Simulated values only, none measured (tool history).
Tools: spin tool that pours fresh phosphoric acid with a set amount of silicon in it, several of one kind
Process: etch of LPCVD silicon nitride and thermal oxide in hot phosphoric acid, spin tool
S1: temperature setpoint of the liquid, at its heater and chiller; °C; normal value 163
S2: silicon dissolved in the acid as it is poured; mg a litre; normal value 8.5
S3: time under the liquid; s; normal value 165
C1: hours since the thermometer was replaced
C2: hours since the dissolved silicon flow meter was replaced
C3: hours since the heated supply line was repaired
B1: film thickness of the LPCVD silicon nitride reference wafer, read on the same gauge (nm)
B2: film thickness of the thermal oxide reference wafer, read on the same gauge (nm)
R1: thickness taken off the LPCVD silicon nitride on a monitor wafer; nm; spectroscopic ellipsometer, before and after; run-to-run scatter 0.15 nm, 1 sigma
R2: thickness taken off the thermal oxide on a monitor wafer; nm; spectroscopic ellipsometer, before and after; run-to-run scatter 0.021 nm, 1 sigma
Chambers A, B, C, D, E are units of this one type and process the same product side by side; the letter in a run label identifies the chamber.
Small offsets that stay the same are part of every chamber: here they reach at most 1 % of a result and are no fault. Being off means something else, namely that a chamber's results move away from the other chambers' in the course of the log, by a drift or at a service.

{"run": "1D", "hour": 4.4, "S1": 163, "S2": 8.5, "S3": 165, "C1": 656.7, "C2": 809.0, "C3": 2352.1, "B1": 49.96, "B2": 40.033, "R1": 15.415, "R2": 0.50659}
{"run": "2E", "hour": 8.7, "S1": 163, "S2": 8.5, "S3": 165, "C1": 339.8, "C2": 189.6, "C3": 1493.1, "B1": 50.038, "B2": 40.07, "R1": 15.701, "R2": 0.4983}
{"run": "3B", "hour": 12.2, "S1": 163, "S2": 8.5, "S3": 165, "C1": 2234.8, "C2": 1830.1, "C3": 2020.6, "B1": 50.02, "B2": 40.003, "R1": 15.254, "R2": 0.51737}
{"run": "4C", "hour": 16.1, "S1": 163, "S2": 8.5, "S3": 165, "C1": 85.3, "C2": 32.3, "C3": 732.6, "B1": 49.992, "B2": 39.978, "R1": 15.603, "R2": 0.47284}
{"run": "5A", "hour": 21.7, "S1": 163, "S2": 8.5, "S3": 165, "C1": 876.6, "C2": 191.0, "C3": 472.9, "B1": 50.034, "B2": 39.982, "R1": 15.186, "R2": 0.45095}
{"run": "6B", "hour": 25.6, "S1": 163, "S2": 8.5, "S3": 165, "C1": 2248.2, "C2": 1843.5, "C3": 2034.0, "B1": 49.995, "B2": 39.969, "R1": 15.67, "R2": 0.48979}
{"run": "7D", "hour": 30.1, "S1": 163, "S2": 8.5, "S3": 165, "C1": 682.4, "C2": 834.7, "C3": 2377.8, "B1": 49.974, "B2": 40.014, "R1": 15.5, "R2": 0.48466}
{"run": "8C", "hour": 34.0, "S1": 163, "S2": 8.5, "S3": 165, "C1": 103.2, "C2": 50.2, "C3": 750.5, "B1": 50.015, "B2": 40.021, "R1": 15.454, "R2": 0.52477}
{"run": "9E", "hour": 38.5, "S1": 163, "S2": 11.5, "S3": 210, "C1": 369.6, "C2": 219.4, "C3": 1522.9, "B1": 50.02, "B2": 40.005, "R1": 19.755, "R2": 0.55883}
{"run": "10A", "hour": 42.8, "S1": 163, "S2": 11.5, "S3": 210, "C1": 897.7, "C2": 212.1, "C3": 494.0, "B1": 49.958, "B2": 39.988, "R1": 19.367, "R2": 0.5867}
{"run": "11A", "hour": 46.9, "S1": 163, "S2": 11.5, "S3": 210, "C1": 901.8, "C2": 216.2, "C3": 498.1, "B1": 50.005, "B2": 39.975, "R1": 19.87, "R2": 0.58587}
{"run": "12E", "hour": 52.0, "S1": 163, "S2": 11.5, "S3": 210, "C1": 383.1, "C2": 232.9, "C3": 1536.4, "B1": 49.977, "B2": 40.015, "R1": 19.644, "R2": 0.57525}
{"run": "13B", "hour": 56.2, "S1": 163, "S2": 11.5, "S3": 210, "C1": 2278.8, "C2": 1874.1, "C3": 2064.6, "B1": 50.007, "B2": 39.998, "R1": 19.799, "R2": 0.54347}
{"run": "14C", "hour": 59.0, "S1": 163, "S2": 8.5, "S3": 165, "C1": 128.2, "C2": 75.2, "C3": 775.5, "B1": 49.983, "B2": 40.029, "R1": 15.518, "R2": 0.48965}
{"run": "15D", "hour": 63.5, "S1": 163, "S2": 8.5, "S3": 165, "C1": 715.8, "C2": 868.1, "C3": 2411.2, "B1": 49.988, "B2": 39.956, "R1": 15.136, "R2": 0.46439}
{"run": "16A", "hour": 66.0, "S1": 163, "S2": 8.5, "S3": 165, "C1": 920.9, "C2": 235.3, "C3": 517.2, "B1": 49.981, "B2": 40.001, "R1": 15.618, "R2": 0.48465}
{"run": "17B", "hour": 71.4, "S1": 163, "S2": 8.5, "S3": 135, "C1": 2294.0, "C2": 1889.3, "C3": 2079.8, "B1": 50.005, "B2": 40.017, "R1": 12.684, "R2": 0.38859}
{"run": "18C", "hour": 75.6, "S1": 163, "S2": 8.5, "S3": 135, "C1": 144.8, "C2": 91.8, "C3": 792.1, "B1": 49.98, "B2": 40.007, "R1": 12.776, "R2": 0.39475}
{"run": "19E", "hour": 80.9, "S1": 163, "S2": 8.5, "S3": 135, "C1": 412.0, "C2": 261.8, "C3": 1565.3, "B1": 49.986, "B2": 40.002, "R1": 12.567, "R2": 0.41391}
{"run": "20D", "hour": 85.9, "S1": 163, "S2": 8.5, "S3": 135, "C1": 738.2, "C2": 890.5, "C3": 2433.6, "B1": 49.974, "B2": 39.999, "R1": 12.704, "R2": 0.38616}
{"run": "21D", "hour": 91.1, "S1": 163, "S2": 8.5, "S3": 135, "C1": 743.4, "C2": 895.7, "C3": 2438.8, "B1": 50.011, "B2": 40.043, "R1": 12.783, "R2": 0.41323}
{"hour": 93.5, "done": "chamber D: dissolved silicon flow meter replaced"}
{"run": "22E", "hour": 96.4, "S1": 163, "S2": 8.5, "S3": 165, "C1": 427.5, "C2": 277.3, "C3": 1580.8, "B1": 50.002, "B2": 39.97, "R1": 15.521, "R2": 0.49463}
{"run": "23A", "hour": 98.9, "S1": 163, "S2": 8.5, "S3": 165, "C1": 953.8, "C2": 268.2, "C3": 550.1, "B1": 49.962, "B2": 40.041, "R1": 14.774, "R2": 0.45685}
{"run": "24C", "hour": 102.7, "S1": 163, "S2": 8.5, "S3": 165, "C1": 171.9, "C2": 118.9, "C3": 819.2, "B1": 50.013, "B2": 39.996, "R1": 15.369, "R2": 0.48263}
{"run": "25B", "hour": 105.2, "S1": 163, "S2": 8.5, "S3": 165, "C1": 2327.8, "C2": 1923.1, "C3": 2113.6, "B1": 50.012, "B2": 39.985, "R1": 15.297, "R2": 0.49188}
{"run": "26A", "hour": 108.0, "S1": 163, "S2": 8.5, "S3": 165, "C1": 962.9, "C2": 277.3, "C3": 559.2, "B1": 49.991, "B2": 40.027, "R1": 14.885, "R2": 0.411}
{"run": "27B", "hour": 110.5, "S1": 163, "S2": 8.5, "S3": 165, "C1": 2333.1, "C2": 1928.4, "C3": 2118.9, "B1": 49.98, "B2": 40.031, "R1": 15.344, "R2": 0.45516}
{"run": "28D", "hour": 113.4, "S1": 163, "S2": 8.5, "S3": 165, "C1": 765.7, "C2": 20.0, "C3": 2461.1, "B1": 50.01, "B2": 39.995, "R1": 15.441, "R2": 0.51558}
{"run": "29C", "hour": 117.9, "S1": 163, "S2": 8.5, "S3": 165, "C1": 187.1, "C2": 134.1, "C3": 834.4, "B1": 49.953, "B2": 40.016, "R1": 15.402, "R2": 0.45914}
{"run": "30E", "hour": 122.8, "S1": 165, "S2": 8.5, "S3": 165, "C1": 453.9, "C2": 303.7, "C3": 1607.2, "B1": 50.016, "B2": 40.022, "R1": 16.487, "R2": 0.54774}
{"run": "31B", "hour": 128.3, "S1": 165, "S2": 8.5, "S3": 165, "C1": 2350.9, "C2": 1946.2, "C3": 2136.7, "B1": 50.042, "B2": 40.005, "R1": 16.622, "R2": 0.52297}
{"run": "32A", "hour": 133.7, "S1": 165, "S2": 8.5, "S3": 165, "C1": 988.6, "C2": 303.0, "C3": 584.9, "B1": 50.023, "B2": 40.053, "R1": 15.333, "R2": 0.46881}
{"run": "33D", "hour": 136.3, "S1": 165, "S2": 8.5, "S3": 165, "C1": 788.6, "C2": 42.9, "C3": 2484.0, "B1": 49.983, "B2": 39.992, "R1": 16.692, "R2": 0.5625}
{"run": "34C", "hour": 139.5, "S1": 165, "S2": 8.5, "S3": 165, "C1": 208.7, "C2": 155.7, "C3": 856.0, "B1": 50.008, "B2": 40.036, "R1": 16.544, "R2": 0.55881}
{"run": "35E", "hour": 143.9, "S1": 163, "S2": 8.5, "S3": 165, "C1": 475.0, "C2": 324.8, "C3": 1628.3, "B1": 49.989, "B2": 40.007, "R1": 15.763, "R2": 0.49553}
{"run": "36D", "hour": 147.8, "S1": 163, "S2": 4.5, "S3": 230, "C1": 800.1, "C2": 54.4, "C3": 2495.5, "B1": 50.015, "B2": 40.0, "R1": 21.417, "R2": 0.80641}

For the next run the whole fleet of 5 chambers uses the same settings. Give each chamber's results:
{"run": "37A", "hour": 151.9, "S1": 163, "S2": 8.5, "S3": 230, "R1": "?", "R2": "?"}
{"run": "37B", "hour": 151.9, "S1": 163, "S2": 8.5, "S3": 230, "R1": "?", "R2": "?"}
{"run": "37C", "hour": 151.9, "S1": 163, "S2": 8.5, "S3": 230, "R1": "?", "R2": "?"}
{"run": "37D", "hour": 151.9, "S1": 163, "S2": 8.5, "S3": 230, "R1": "?", "R2": "?"}
{"run": "37E", "hour": 151.9, "S1": 163, "S2": 8.5, "S3": 230, "R1": "?", "R2": "?"}

run=37A R1=19.640 R2=0.52967
run=37B R1=21.623 R2=0.67090
run=37C R1=22.276 R2=0.70969
run=37D R1=21.955 R2=0.65393
run=37E R1=20.924 R2=0.74818
